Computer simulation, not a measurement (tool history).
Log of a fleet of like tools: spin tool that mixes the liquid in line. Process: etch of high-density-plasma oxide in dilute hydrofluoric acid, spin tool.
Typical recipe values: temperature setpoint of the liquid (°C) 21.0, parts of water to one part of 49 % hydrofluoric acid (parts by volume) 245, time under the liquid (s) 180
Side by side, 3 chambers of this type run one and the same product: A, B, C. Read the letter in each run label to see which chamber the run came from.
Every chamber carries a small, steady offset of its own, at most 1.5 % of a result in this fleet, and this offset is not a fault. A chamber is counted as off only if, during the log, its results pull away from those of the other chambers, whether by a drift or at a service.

| run | hour | temperature setpoint of the liquid (°C) | parts of water to one part of 49 % hydrofluoric acid (parts by volume) | time under the liquid (s) | hours since the thermometer was replaced | hours since the hydrofluoric acid flow meter was replaced | read-back film thickness of the high-density-plasma oxide reference wafer, read on the same gauge (nm) | thickness taken off the high-density-plasma oxide on a monitor wafer (angstrom) |
|---|---|---|---|---|---|---|---|---|
| 1C | 9.8 | 21.0 | 245 | 180 | 388.9 | 201.2 | 110.00 | 37.621 |
| 2B | 20.8 | 21.0 | 245 | 180 | 67.7 | 733.0 | 109.98 | 37.641 |
| 3A | 30.7 | 21.0 | 245 | 180 | 1591.3 | 720.7 | 110.01 | 38.151 |
| 4A | 40.6 | 21.0 | 245 | 180 | 1601.2 | 730.6 | 109.98 | 38.515 |
| 5B | 53.2 | 21.0 | 245 | 180 | 100.1 | 765.4 | 110.02 | 37.866 |
| 6C | 64.5 | 21.0 | 245 | 180 | 443.6 | 255.9 | 110.01 | 37.705 |
| 7B | 77.2 | 21.0 | 245 | 180 | 124.1 | 789.4 | 110.02 | 37.331 |
| 8C | 87.3 | 21.0 | 165 | 135 | 466.4 | 278.7 | 110.01 | 45.793 |
| 9A | 95.4 | 21.0 | 165 | 135 | 1656.0 | 785.4 | 109.98 | 45.438 |
| 10C | 107.2 | 21.0 | 165 | 135 | 486.3 | 298.6 | 109.99 | 45.495 |
| 11B | 118.6 | 24.0 | 245 | 120 | 165.5 | 830.8 | 109.98 | 28.003 |
| 12A | 130.2 | 24.0 | 245 | 120 | 1690.8 | 820.2 | 110.00 | 28.195 |
| 13B | 136.3 | 24.0 | 245 | 120 | 183.2 | 848.5 | 110.01 | 27.960 |
| 14C | 142.6 | 21.0 | 245 | 180 | 521.7 | 334.0 | 109.97 | 37.777 |
| 15A | 151.8 | 21.0 | 245 | 180 | 1712.4 | 841.8 | 109.97 | 37.384 |
| 16B | 161.6 | 21.0 | 245 | 180 | 208.5 | 873.8 | 109.98 | 38.100 |
| 17C | 174.1 | 21.0 | 245 | 180 | 553.2 | 365.5 | 109.99 | 37.420 |
| 18A | 185.6 | 21.0 | 245 | 180 | 1746.2 | 875.6 | 110.00 | 37.562 |
| 19A | 193.7 | 21.0 | 245 | 180 | 1754.3 | 883.7 | 109.98 | 37.380 |
| 20C | 200.2 | 21.0 | 245 | 180 | 579.3 | 391.6 | 110.00 | 37.714 |
| 21B | 208.7 | 21.0 | 245 | 180 | 255.6 | 920.9 | 110.00 | 38.073 |
| 22C | 216.0 | 21.0 | 245 | 180 | 595.1 | 407.4 | 109.97 | 37.668 |
| 23A | 225.5 | 21.0 | 245 | 180 | 1786.1 | 915.5 | 109.98 | 37.539 |
| 24B | 232.5 | 21.0 | 245 | 180 | 279.4 | 944.7 | 109.97 | 37.642 |
| 25B | 240.7 | 21.0 | 245 | 180 | 287.6 | 952.9 | 110.02 | 38.010 |
| 26C | 247.7 | 21.0 | 245 | 180 | 626.8 | 439.1 | 110.04 | 37.524 |
| 27A | 257.3 | 21.0 | 245 | 180 | 1817.9 | 947.3 | 109.99 | 36.953 |
| 28C | 264.1 | 21.0 | 245 | 180 | 643.2 | 455.5 | 110.00 | 37.552 |
| 29B | 270.3 | 21.0 | 245 | 180 | 317.2 | 982.5 | 110.00 | 37.195 |
| 30A | 280.7 | 21.0 | 245 | 180 | 1841.3 | 970.7 | 110.00 | 36.177 |
| 31A | 289.8 | 21.0 | 245 | 180 | 1850.4 | 979.8 | 110.00 | 36.567 |
| 32B | 301.1 | 21.0 | 245 | 180 | 348.0 | 1013.3 | 109.99 | 38.036 |
| 33C | 312.1 | 21.0 | 245 | 180 | 691.2 | 503.5 | 109.99 | 37.222 |
| 34A | 322.8 | 18.5 | 155 | 180 | 1883.4 | 1012.8 | 110.02 | 57.588 |
| 35C | 330.9 | 18.5 | 155 | 180 | 710.0 | 522.3 | 110.03 | 59.251 |
| 36B | 339.2 | 18.5 | 155 | 180 | 386.1 | 1051.4 | 109.99 | 58.782 |
| 37B | 345.0 | 21.0 | 245 | 180 | 391.9 | 1057.2 | 110.02 | 37.723 |
| 38A | 355.0 | 21.0 | 245 | 180 | 1915.6 | 1045.0 | 110.01 | 36.096 |
| 39C | 363.8 | 21.0 | 245 | 180 | 742.9 | 555.2 | 110.01 | 37.537 |
| 40A | 371.1 | 21.0 | 245 | 180 | 1931.7 | 1061.1 | 109.99 | 35.644 |
| 41C | 377.0 | 21.0 | 245 | 180 | 756.1 | 568.4 | 110.01 | 37.444 |
| 42B | 387.5 | 21.0 | 245 | 180 | 434.4 | 1099.7 | 109.97 | 37.419 |
| 43B | 397.4 | 21.0 | 245 | 180 | 444.3 | 1109.6 | 110.00 | 37.737 |
| 44A | 405.8 | 21.0 | 245 | 180 | 1966.4 | 1095.8 | 109.99 | 35.529 |

All chambers now run identical settings, listed one chamber a line with results as question marks. What results will each chamber show?
| 45A | 414.9 | 21.0 | 245 | 180 |  |  |  | ? |
| 45B | 414.9 | 21.0 | 245 | 180 |  |  |  | ? |
| 45C | 414.9 | 21.0 | 245 | 180 |  |  |  | ? |

| run | thickness taken off the high-density-plasma oxide on a monitor wafer (angstrom) |
|---|---|
| 45A | 35.798 |
| 45B | 37.710 |
| 45C | 37.507 |
